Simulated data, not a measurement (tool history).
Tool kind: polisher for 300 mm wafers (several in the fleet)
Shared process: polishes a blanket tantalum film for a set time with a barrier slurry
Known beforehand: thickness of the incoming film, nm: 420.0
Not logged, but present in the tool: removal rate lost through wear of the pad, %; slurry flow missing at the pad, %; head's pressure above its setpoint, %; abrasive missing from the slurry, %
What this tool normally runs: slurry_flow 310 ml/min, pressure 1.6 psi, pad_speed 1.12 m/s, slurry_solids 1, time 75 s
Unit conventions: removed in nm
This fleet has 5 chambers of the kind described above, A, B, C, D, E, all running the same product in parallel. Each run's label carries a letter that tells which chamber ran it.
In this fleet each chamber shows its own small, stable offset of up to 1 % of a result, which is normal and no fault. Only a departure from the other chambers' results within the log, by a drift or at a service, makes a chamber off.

run	day	slurry_flow	pressure	pad_speed	slurry_solids	time	wafers polished on this pad	hours since the slurry nozzle was cleaned	hours since the head pressure was calibrated	hours since the slurry blender was calibrated	removed
1E	0.408	310	1.6	1.12	1	75	239	252.4	325.9	216.7	89.9
# day 0.704: chamber C: worn pad replaced by a new one
2A	0.8	310	1.6	1.12	1	75	667	597.8	815	129.7	89.643
# day 1.104: chamber B: head pressure recalibrated
# day 1.175: chamber B: slurry nozzle cleaned
3D	1.279	310	1.6	1.12	1	75	357	251.5	163.5	210.9	91.524
# day 1.358: chamber B: worn pad replaced by a new one
# day 1.525: chamber C: head pressure recalibrated
# day 1.708: chamber C: slurry blender recalibrated
4B	1.796	310	1.6	1.12	1	75	92	14.9	16.7	224.6	91.317
5C	2.125	310	1.6	1.12	1	75	298	180.6	14.4	10.1	90.805
# day 2.292: chamber E: slurry nozzle cleaned
6D	2.654	310	1.6	1.12	1	75	645	284.5	196.5	243.9	92.451
# day 3.096: chamber B: slurry blender recalibrated
7C	3.271	310	1.6	1.12	1	75	539	208.1	41.9	37.6	92.9
8A	3.583	310	1.6	1.12	1	75	1251	664.6	881.8	196.5	90.773
# day 3.642: chamber A: slurry nozzle cleaned
# day 3.8: chamber E: worn pad replaced by a new one
9E	3.95	310	1.6	1.12	1	75	32	39.8	410.9	301.7	90.344
10B	4.333	310	1.6	1.12	1	75	624	75.8	77.6	29.8	91.182
# day 4.396: chamber C: worn pad replaced by a new one
11B	4.979	310	1.3	1.12	1.1	75	760	91.3	93.1	45.3	77.331
12E	5.333	310	1.3	1.12	1.1	75	322	73	444.1	334.9	76.152
# day 5.45: chamber B: worn pad replaced by a new one
# day 5.512: chamber D: worn pad replaced by a new one
13A	5.954	310	1.3	1.12	1.1	75	1748	55.6	938.7	253.4	74.841
14C	6.517	310	1.3	1.12	1.1	75	445	286	119.8	115.5	77.257
# day 6.738: chamber C: slurry blender recalibrated
15D	7.054	310	1.3	1.12	1.1	75	323	390.1	302.1	349.5	75.81
16D	7.558	310	1.6	1.12	1	75	429	402.2	314.2	361.6	90.252
# day 8.2: chamber C: worn pad replaced by a new one
17B	8.233	310	1.6	1.12	1	75	584	169.4	171.2	123.4	90.841
18C	8.592	310	1.6	1.34	1	75	82	335.8	169.6	44.5	109.1
# day 8.938: chamber E: worn pad replaced by a new one
# day 9.071: chamber E: slurry blender recalibrated
19A	9.092	310	1.6	1.34	1	75	2406	130.9	1014	328.7	105.59
20E	9.596	310	1.6	1.34	1	75	138	175.3	546.4	12.7	110.84
# day 9.658: chamber B: worn pad replaced by a new one
# day 9.967: chamber D: slurry blender recalibrated
21B	10.192	310	1.6	1.34	1	75	112	216.4	218.2	170.4	109.01
22A	10.625	310	1.6	1.34	1	75	2728	167.7	1050.8	365.5	104.23
# day 10.708: chamber A: slurry blender recalibrated
23D	11.004	310	1.6	1.12	1	75	1151	484.9	396.9	25	91.493
# day 11.029: chamber D: worn pad replaced by a new one
24E	11.633	310	1.6	1.12	1	75	566	224.2	595.3	61.6	91.938
# day 11.712: chamber C: slurry blender recalibrated
25C	12	310	1.6	1.12	1	75	797	417.6	251.4	6.9	89.344
# day 12.079: chamber C: worn pad replaced by a new one
26D	12.579	310	1.6	1.12	1	75	325	522.7	434.7	62.8	92.854
# day 12.696: chamber A: head pressure recalibrated
# day 13.008: chamber B: worn pad replaced by a new one
27E	13.154	310	1.6	1.12	1	75	885	260.7	631.8	98.1	90.995
28A	13.696	310	1.6	1.12	1	75	3372	241.4	24	71.8	86.412
# day 13.9: chamber E: slurry nozzle cleaned
# day 13.929: chamber B: slurry nozzle cleaned
29C	14.242	310	1.6	1.12	1	75	454	471.4	305.2	60.7	90.504
# day 14.283: chamber E: worn pad replaced by a new one
# day 14.729: chamber B: slurry blender recalibrated
30B	14.921	310	1.1	1.12	1	75	401	23.9	331.7	4.6	63.225
# day 15.242: chamber C: worn pad replaced by a new one
31D	15.325	310	1.1	1.12	1	75	901	588.6	500.6	128.7	63.38
32B	15.692	310	1.1	1.12	1	75	563	42.4	350.2	23.1	62.718
33C	16.017	310	1.1	1.12	1	75	162	514	347.8	103.3	64.384
# day 16.425: chamber D: worn pad replaced by a new one
34A	16.442	310	1.1	1.12	1	75	3947	307.3	89.9	137.7	58.161
35E	16.783	310	1.6	1.12	1	75	524	69.2	718.9	185.2	89.447
36D	17.35	310	1.6	1.12	1	75	194	637.2	549.2	177.3	92.596

Predict what each chamber gives when all 5 of them run the settings below next.
37A	17.838	310	1.6	1.12	1	75					?
37B	17.838	310	1.6	1.12	1	75					?
37C	17.838	310	1.6	1.12	1	75					?
37D	17.838	310	1.6	1.12	1	75					?
37E	17.838	310	1.6	1.12	1	75					?

run	removed
37A	83.905
37B	92.05
37C	92.762
37D	92.015
37E	90.949

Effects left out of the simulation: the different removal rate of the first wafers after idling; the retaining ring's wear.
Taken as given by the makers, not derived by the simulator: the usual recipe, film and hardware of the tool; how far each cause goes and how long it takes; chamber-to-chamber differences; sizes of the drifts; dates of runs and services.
